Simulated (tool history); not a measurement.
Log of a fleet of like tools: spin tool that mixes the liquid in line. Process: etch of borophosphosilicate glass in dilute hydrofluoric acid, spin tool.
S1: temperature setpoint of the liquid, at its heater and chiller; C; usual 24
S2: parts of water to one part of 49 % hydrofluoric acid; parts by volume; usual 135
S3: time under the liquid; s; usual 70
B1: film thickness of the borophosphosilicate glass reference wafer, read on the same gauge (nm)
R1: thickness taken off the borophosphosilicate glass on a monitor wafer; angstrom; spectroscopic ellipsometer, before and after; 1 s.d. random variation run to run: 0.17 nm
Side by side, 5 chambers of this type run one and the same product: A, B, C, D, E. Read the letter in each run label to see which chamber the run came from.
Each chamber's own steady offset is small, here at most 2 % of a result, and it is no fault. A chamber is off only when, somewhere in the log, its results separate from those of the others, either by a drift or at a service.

{"hour": 3.0, "done": "chamber A: thermometer replaced"}
{"run": "1E", "hour": 8.7, "S1": 24, "S2": 135, "S3": 70, "B1": 40.008, "R1": 216.2}
{"run": "2B", "hour": 17.8, "S1": 24, "S2": 135, "S3": 70, "B1": 40.034, "R1": 221.71}
{"run": "3D", "hour": 23.3, "S1": 24, "S2": 135, "S3": 70, "B1": 40.028, "R1": 220.15}
{"run": "4A", "hour": 31.6, "S1": 24, "S2": 135, "S3": 70, "B1": 40.041, "R1": 218.37}
{"run": "5C", "hour": 40.5, "S1": 24, "S2": 110, "S3": 45, "B1": 40.016, "R1": 173.39}
{"run": "6A", "hour": 44.7, "S1": 24, "S2": 110, "S3": 45, "B1": 39.974, "R1": 180.21}
{"run": "7C", "hour": 52.5, "S1": 24, "S2": 110, "S3": 45, "B1": 40.014, "R1": 176.67}
{"run": "8B", "hour": 61.2, "S1": 24, "S2": 110, "S3": 45, "B1": 39.976, "R1": 177.59}
{"run": "9E", "hour": 67.1, "S1": 24, "S2": 110, "S3": 45, "B1": 40.01, "R1": 175.26}
{"run": "10D", "hour": 75.2, "S1": 24, "S2": 185, "S3": 85, "B1": 40.03, "R1": 180.79}
{"run": "11E", "hour": 82.1, "S1": 24, "S2": 185, "S3": 85, "B1": 39.968, "R1": 182.07}
{"run": "12A", "hour": 89.6, "S1": 24, "S2": 185, "S3": 85, "B1": 40.032, "R1": 184.3}
{"run": "13B", "hour": 96.2, "S1": 24, "S2": 185, "S3": 85, "B1": 39.996, "R1": 182.22}
{"run": "14D", "hour": 104.6, "S1": 24, "S2": 185, "S3": 85, "B1": 39.951, "R1": 182.5}
{"run": "15C", "hour": 110.6, "S1": 24, "S2": 135, "S3": 70, "B1": 39.948, "R1": 219.28}
{"run": "16E", "hour": 119.2, "S1": 24, "S2": 135, "S3": 70, "B1": 40.015, "R1": 215.45}
{"run": "17D", "hour": 124.6, "S1": 24, "S2": 135, "S3": 70, "B1": 40.043, "R1": 219.31}
{"run": "18B", "hour": 133.7, "S1": 24, "S2": 135, "S3": 95, "B1": 39.99, "R1": 295.67}
{"run": "19A", "hour": 138.3, "S1": 24, "S2": 135, "S3": 95, "B1": 40.007, "R1": 298.78}
{"run": "20C", "hour": 146.0, "S1": 24, "S2": 135, "S3": 95, "B1": 40.003, "R1": 300.58}
{"run": "21C", "hour": 153.5, "S1": 24, "S2": 135, "S3": 95, "B1": 40.01, "R1": 301.72}
{"run": "22E", "hour": 162.7, "S1": 24, "S2": 135, "S3": 95, "B1": 40.042, "R1": 295.89}
{"run": "23A", "hour": 169.1, "S1": 24, "S2": 135, "S3": 70, "B1": 39.981, "R1": 220.98}
{"run": "24D", "hour": 176.0, "S1": 24, "S2": 135, "S3": 70, "B1": 39.992, "R1": 220.59}
{"run": "25B", "hour": 182.8, "S1": 24, "S2": 135, "S3": 70, "B1": 40.022, "R1": 221.15}
{"run": "26E", "hour": 187.4, "S1": 24, "S2": 135, "S3": 70, "B1": 40.025, "R1": 214.94}
{"run": "27D", "hour": 194.5, "S1": 24, "S2": 135, "S3": 70, "B1": 39.983, "R1": 219.66}
{"run": "28A", "hour": 200.6, "S1": 24, "S2": 135, "S3": 70, "B1": 39.998, "R1": 220.83}
{"run": "29B", "hour": 210.0, "S1": 28.5, "S2": 135, "S3": 70, "B1": 40.033, "R1": 258.21}
{"run": "30C", "hour": 216.8, "S1": 28.5, "S2": 135, "S3": 70, "B1": 40.004, "R1": 269.23}
{"run": "31C", "hour": 225.2, "S1": 28.5, "S2": 135, "S3": 70, "B1": 39.947, "R1": 267.23}

Is one chamber off against the others, does the gauge drift, or is nothing wrong? If a chamber is off, say which, and what the likeliest cause is.

Chamber C drifts away from the others.
Likeliest cause: liquid hotter than its thermometer reads (K) = 1.62.
The log may not tell that from: hydrofluoric acid flow above the setpoint (%).

Chamber C could run next with any of the 4 candidate recipes listed below; each alters the usual settings, and their results appear as question marks. Which one brings its results back in line with what the other chambers deliver on the usual settings?
Allowed miss from the other chambers' usual-settings mean, per result, to count as in line: R1 5.9 angstrom
{"run": "32C-1", "hour": 232.0, "S1": 24, "S2": 140, "S3": 70, "R1": "?"}
{"run": "32C-2", "hour": 232.0, "S1": 25, "S2": 135, "S3": 70, "R1": "?"}
{"run": "32C-3", "hour": 232.0, "S1": 26.5, "S2": 135, "S3": 70, "R1": "?"}
{"run": "32C-4", "hour": 232.0, "S1": 23.5, "S2": 145, "S3": 70, "R1": "?"}

The other chambers' mean on the usual settings: R1 218.57 angstrom
run=32C-1 R1=217.87
run=32C-2 R1=235.96
run=32C-3 R1=249.37
run=32C-4 R1=205.29
32C-1 brings the chamber back in line.
